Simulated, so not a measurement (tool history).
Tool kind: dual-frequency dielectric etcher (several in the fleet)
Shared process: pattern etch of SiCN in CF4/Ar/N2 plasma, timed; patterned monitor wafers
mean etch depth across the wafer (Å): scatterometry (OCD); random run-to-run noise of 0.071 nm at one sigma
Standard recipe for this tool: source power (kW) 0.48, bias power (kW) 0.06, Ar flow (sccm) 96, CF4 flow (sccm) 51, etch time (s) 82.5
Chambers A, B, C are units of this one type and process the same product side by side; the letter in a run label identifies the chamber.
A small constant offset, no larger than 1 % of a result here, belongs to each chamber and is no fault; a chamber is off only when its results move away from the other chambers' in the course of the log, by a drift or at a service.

run   hour  source power (kW)  bias power (kW)  Ar flow (sccm)  CF4 flow (sccm)  etch time (s)  read-back reference wafer on the same gauge, depth_nm  mean etch depth across the wafer (Å)
       0.8  -- chamber B: wet clean of the chamber
 1B   12.8               0.48             0.06              96               51           82.5                                                 79.106                                679.07
 2A   23.9               0.48             0.06              96               51           82.5                                                 79.049                                676.31
 3C   29.6               0.48             0.06              96               51           82.5                                                 79.075                                671.74
 4C   39.7               0.48             0.06              96               51           82.5                                                 79.055                                671.42
 5B   48.1               0.48             0.06              96               51           82.5                                                 79.027                                679.54
 6A   58.1               0.48             0.06              96               51           82.5                                                  79.03                                675.23
 7C   64.8               0.48             0.06              96               51           82.5                                                 79.001                                671.04
 8B   74.2               0.48             0.06              96               51           82.5                                                 79.016                                678.17
 9A   83.6               0.48             0.06              96               51           82.5                                                 78.985                                674.84
10B   94.4               0.48             0.06              96               51           82.5                                                 78.997                                679.37
11C    106               0.48             0.06              96               42          103.5                                                 78.952                                812.96
12A  117.5               0.48             0.06              96               42          103.5                                                 78.951                                817.95
13C    128               0.48             0.06              96               42          103.5                                                 78.966                                812.06
14A    139               0.48            0.055              96               51           82.5                                                 78.899                                654.58
15B  146.6               0.48            0.055              96               51           82.5                                                  78.89                                657.55
     150.4  -- chamber C: CF4 flow controller replaced
16C  158.9               0.48            0.055              96               51           82.5                                                 78.882                                650.55
17B  165.6               0.48             0.06              96               51             62                                                 78.898                                509.89
18A  175.7               0.48             0.06              96               51             62                                                 78.878                                505.95
19C  184.1               0.48             0.06              96               51             62                                                 78.883                                 503.5
20B    193               0.48             0.06              96               51           73.5                                                 78.866                                604.24
21A  204.9               0.48             0.06              96               51           73.5                                                 78.843                                601.28
22A  215.4               0.48             0.06              96               51           73.5                                                 78.806                                601.04
23C  225.2               0.48             0.06              96               51           82.5                                                 78.822                                670.44
24B  234.1               0.48             0.06              96               51           82.5                                                 78.801                                676.75
25B  241.7               0.48             0.06              96               51           82.5                                                 78.775                                675.82
26C  251.9               0.48             0.06              96               51           82.5                                                 78.785                                 670.7
27A  258.8               0.48             0.06              96               51           82.5                                                 78.753                                674.78

Read the log: is a single chamber off, either drifting away or since a service, is the gauge that measures every chamber drifting, or is nothing wrong beyond small per-chamber offsets? Name any odd chamber and what most likely caused it.

Every chamber seems to shift together because the gauge that measures them all drifts; the chambers themselves are fine.
Cause: gauge reads low (%) = 0.438.

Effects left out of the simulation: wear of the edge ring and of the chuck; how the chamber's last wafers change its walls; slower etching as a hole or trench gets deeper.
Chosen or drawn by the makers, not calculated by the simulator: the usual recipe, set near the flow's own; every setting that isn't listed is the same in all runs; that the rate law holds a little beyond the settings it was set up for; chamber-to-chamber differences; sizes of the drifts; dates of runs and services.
